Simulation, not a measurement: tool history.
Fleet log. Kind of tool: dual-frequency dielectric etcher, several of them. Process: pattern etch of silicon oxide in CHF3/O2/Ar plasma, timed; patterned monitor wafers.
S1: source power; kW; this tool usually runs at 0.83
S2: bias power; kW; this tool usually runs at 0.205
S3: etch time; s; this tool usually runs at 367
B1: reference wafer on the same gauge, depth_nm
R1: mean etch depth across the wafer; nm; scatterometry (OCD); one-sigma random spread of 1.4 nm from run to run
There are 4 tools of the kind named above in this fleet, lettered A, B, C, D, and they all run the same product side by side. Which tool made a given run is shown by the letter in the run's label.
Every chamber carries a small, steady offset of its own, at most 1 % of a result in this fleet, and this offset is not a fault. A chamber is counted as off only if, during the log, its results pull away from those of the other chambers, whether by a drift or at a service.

| run | day | S1 | S2 | S3 | B1 | R1 |
|---|---|---|---|---|---|---|
| 1A | 0.383 | 0.83 | 0.205 | 367 | 1017.4 | 861.42 |
| 2B | 0.85 | 0.83 | 0.205 | 367 | 1017.5 | 862.6 |
| 3C | 1.308 | 0.83 | 0.205 | 367 | 1018.4 | 863.21 |
| 4D | 1.529 | 0.83 | 0.205 | 367 | 1018.3 | 859.96 |
| 5C | 1.996 | 0.83 | 0.205 | 367 | 1018.4 | 865.11 |
| 6A | 2.267 | 0.83 | 0.205 | 367 | 1018.5 | 862.54 |
| 7D | 2.575 | 0.83 | 0.205 | 367 | 1018.9 | 861.52 |
|  | 2.742 | chamber D: wet clean of the chamber |
| 8B | 2.9 | 0.83 | 0.205 | 367 | 1019.5 | 865.23 |
| 9B | 3.217 | 0.83 | 0.24 | 293.5 | 1019.9 | 731.06 |
| 10C | 3.454 | 0.83 | 0.24 | 293.5 | 1020 | 729.71 |
| 11D | 3.904 | 0.83 | 0.24 | 293.5 | 1020.1 | 727.73 |
| 12A | 4.333 | 0.83 | 0.24 | 293.5 | 1020.6 | 730.12 |
| 13D | 4.712 | 0.83 | 0.205 | 367 | 1020.6 | 861.16 |
| 14A | 5.025 | 0.83 | 0.205 | 367 | 1020.6 | 860.86 |
| 15C | 5.483 | 0.83 | 0.205 | 367 | 1021.4 | 864.97 |
|  | 5.508 | chamber B: wet clean of the chamber |
| 16B | 5.875 | 0.83 | 0.205 | 367 | 1021.5 | 869.25 |
| 17B | 6.225 | 0.83 | 0.205 | 367 | 1022.1 | 868.32 |
|  | 6.433 | chamber A: source power generator calibrated |
| 18D | 6.504 | 0.83 | 0.205 | 367 | 1022 | 864.37 |
|  | 6.521 | chamber C: wet clean of the chamber |
| 19A | 6.708 | 0.83 | 0.205 | 367 | 1022.6 | 862.57 |
| 20C | 7.071 | 0.83 | 0.205 | 367 | 1022.4 | 866.3 |
| 21C | 7.329 | 0.83 | 0.205 | 367 | 1022.7 | 867.29 |
| 22B | 7.583 | 0.66 | 0.161 | 367 | 1022.6 | 735.93 |
| 23D | 7.883 | 0.66 | 0.161 | 367 | 1023.2 | 729.21 |
| 24A | 8.138 | 0.66 | 0.161 | 367 | 1023.3 | 730.06 |
| 25C | 8.579 | 0.66 | 0.161 | 367 | 1023.6 | 731.72 |
| 26D | 8.792 | 0.83 | 0.205 | 367 | 1023.4 | 866.21 |

Next, every chamber runs the same settings. What will each give?
| 27A | 9.125 | 0.83 | 0.23 | 367 |  | ? |
| 27B | 9.125 | 0.83 | 0.23 | 367 |  | ? |
| 27C | 9.125 | 0.83 | 0.23 | 367 |  | ? |
| 27D | 9.125 | 0.83 | 0.23 | 367 |  | ? |

| run | R1 |
|---|---|
| 27A | 899.77 |
| 27B | 908.85 |
| 27C | 900.71 |
| 27D | 903 |
